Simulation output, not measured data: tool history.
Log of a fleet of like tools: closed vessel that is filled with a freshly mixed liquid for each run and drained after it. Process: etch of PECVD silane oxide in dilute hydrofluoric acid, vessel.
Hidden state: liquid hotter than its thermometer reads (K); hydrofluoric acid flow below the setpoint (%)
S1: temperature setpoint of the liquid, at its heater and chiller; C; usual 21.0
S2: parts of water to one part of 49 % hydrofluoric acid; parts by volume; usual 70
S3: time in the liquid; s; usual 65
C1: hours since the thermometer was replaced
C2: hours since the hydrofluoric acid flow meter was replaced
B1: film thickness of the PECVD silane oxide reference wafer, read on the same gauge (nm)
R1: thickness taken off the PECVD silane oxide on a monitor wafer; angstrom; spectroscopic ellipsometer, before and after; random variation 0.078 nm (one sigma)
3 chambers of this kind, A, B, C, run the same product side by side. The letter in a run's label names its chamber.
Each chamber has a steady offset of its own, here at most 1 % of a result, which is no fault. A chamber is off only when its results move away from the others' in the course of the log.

| run | day | S1 | S2 | S3 | C1 | C2 | B1 | R1 |
|---|---|---|---|---|---|---|---|---|
| 1C | 0.212 | 21.0 | 70 | 65 | 847.5 | 1002.2 | 150.03 | 135.830 |
| 2B | 0.621 | 21.0 | 70 | 65 | 642.7 | 186.8 | 150.01 | 137.110 |
| 3A | 0.933 | 21.0 | 70 | 65 | 474.9 | 1209.0 | 150.00 | 135.220 |
| 4B | 1.242 | 21.0 | 70 | 65 | 657.6 | 201.7 | 150.01 | 135.640 |
|  | 1.538 | chamber A: hydrofluoric acid flow meter replaced |
| 5A | 1.721 | 21.0 | 70 | 65 | 493.8 | 4.4 | 150.00 | 137.160 |
| 6C | 2.183 | 21.0 | 70 | 65 | 894.8 | 1049.5 | 149.98 | 137.460 |
| 7A | 2.617 | 21.0 | 70 | 65 | 515.3 | 25.9 | 150.00 | 138.100 |
| 8B | 2.875 | 21.0 | 70 | 65 | 696.8 | 240.9 | 149.99 | 138.720 |
| 9C | 3.208 | 21.0 | 70 | 65 | 919.4 | 1074.1 | 150.00 | 136.950 |
| 10A | 3.483 | 21.0 | 70 | 65 | 536.1 | 46.7 | 149.99 | 138.580 |
| 11C | 3.921 | 21.0 | 70 | 65 | 936.5 | 1091.2 | 149.98 | 138.080 |
| 12B | 4.288 | 21.0 | 70 | 65 | 730.7 | 274.8 | 150.00 | 136.880 |
| 13A | 4.617 | 21.0 | 70 | 65 | 563.3 | 73.9 | 150.01 | 139.790 |
| 14B | 5.067 | 21.0 | 70 | 65 | 749.4 | 293.5 | 149.99 | 137.850 |
| 15C | 5.492 | 24.0 | 70 | 65 | 974.2 | 1128.9 | 150.01 | 153.040 |
| 16B | 5.829 | 24.0 | 70 | 65 | 767.7 | 311.8 | 149.98 | 155.680 |
| 17A | 6.133 | 24.0 | 70 | 65 | 599.7 | 110.3 | 150.01 | 158.580 |
| 18C | 6.533 | 21.0 | 70 | 65 | 999.2 | 1153.9 | 150.00 | 136.500 |
| 19C | 6.975 | 22.5 | 85 | 65 | 1009.8 | 1164.5 | 150.01 | 117.880 |
| 20A | 7.458 | 22.5 | 85 | 65 | 631.5 | 142.1 | 150.01 | 121.390 |
| 21B | 7.833 | 22.5 | 85 | 65 | 815.8 | 359.9 | 150.01 | 118.140 |
| 22C | 8.096 | 21.0 | 70 | 65 | 1036.7 | 1191.4 | 150.04 | 136.490 |
| 23B | 8.512 | 21.0 | 70 | 65 | 832.1 | 376.2 | 150.01 | 137.400 |
| 24A | 8.833 | 21.0 | 70 | 65 | 664.5 | 175.1 | 149.99 | 143.650 |
| 25B | 9.100 | 24.0 | 85 | 65 | 846.2 | 390.3 | 149.99 | 125.510 |
| 26C | 9.508 | 24.0 | 85 | 65 | 1070.6 | 1225.3 | 150.02 | 124.540 |
| 27A | 9.962 | 24.0 | 85 | 65 | 691.6 | 202.2 | 149.98 | 131.160 |
| 28C | 10.208 | 21.0 | 70 | 65 | 1087.4 | 1242.1 | 149.99 | 137.060 |
| 29B | 10.612 | 21.0 | 70 | 65 | 882.5 | 426.6 | 149.98 | 136.240 |
|  | 11.067 | chamber B: thermometer replaced |
| 30A | 11.088 | 21.0 | 70 | 65 | 718.6 | 229.2 | 149.99 | 144.040 |
| 31B | 11.525 | 21.0 | 70 | 65 | 11.0 | 448.5 | 150.00 | 136.880 |
| 32C | 11.775 | 19.0 | 70 | 65 | 1125.0 | 1279.7 | 150.01 | 125.470 |
| 33A | 12.200 | 19.0 | 70 | 65 | 745.3 | 255.9 | 150.00 | 132.500 |
| 34C | 12.558 | 19.0 | 70 | 65 | 1143.8 | 1298.5 | 149.98 | 125.840 |

Next, every chamber runs the same settings. What will each give?
| 35A | 12.908 | 21.0 | 70 | 35 |  |  |  | ? |
| 35B | 12.908 | 21.0 | 70 | 35 |  |  |  | ? |
| 35C | 12.908 | 21.0 | 70 | 35 |  |  |  | ? |

| run | R1 |
|---|---|
| 35A | 78.474 |
| 35B | 73.621 |
| 35C | 73.487 |
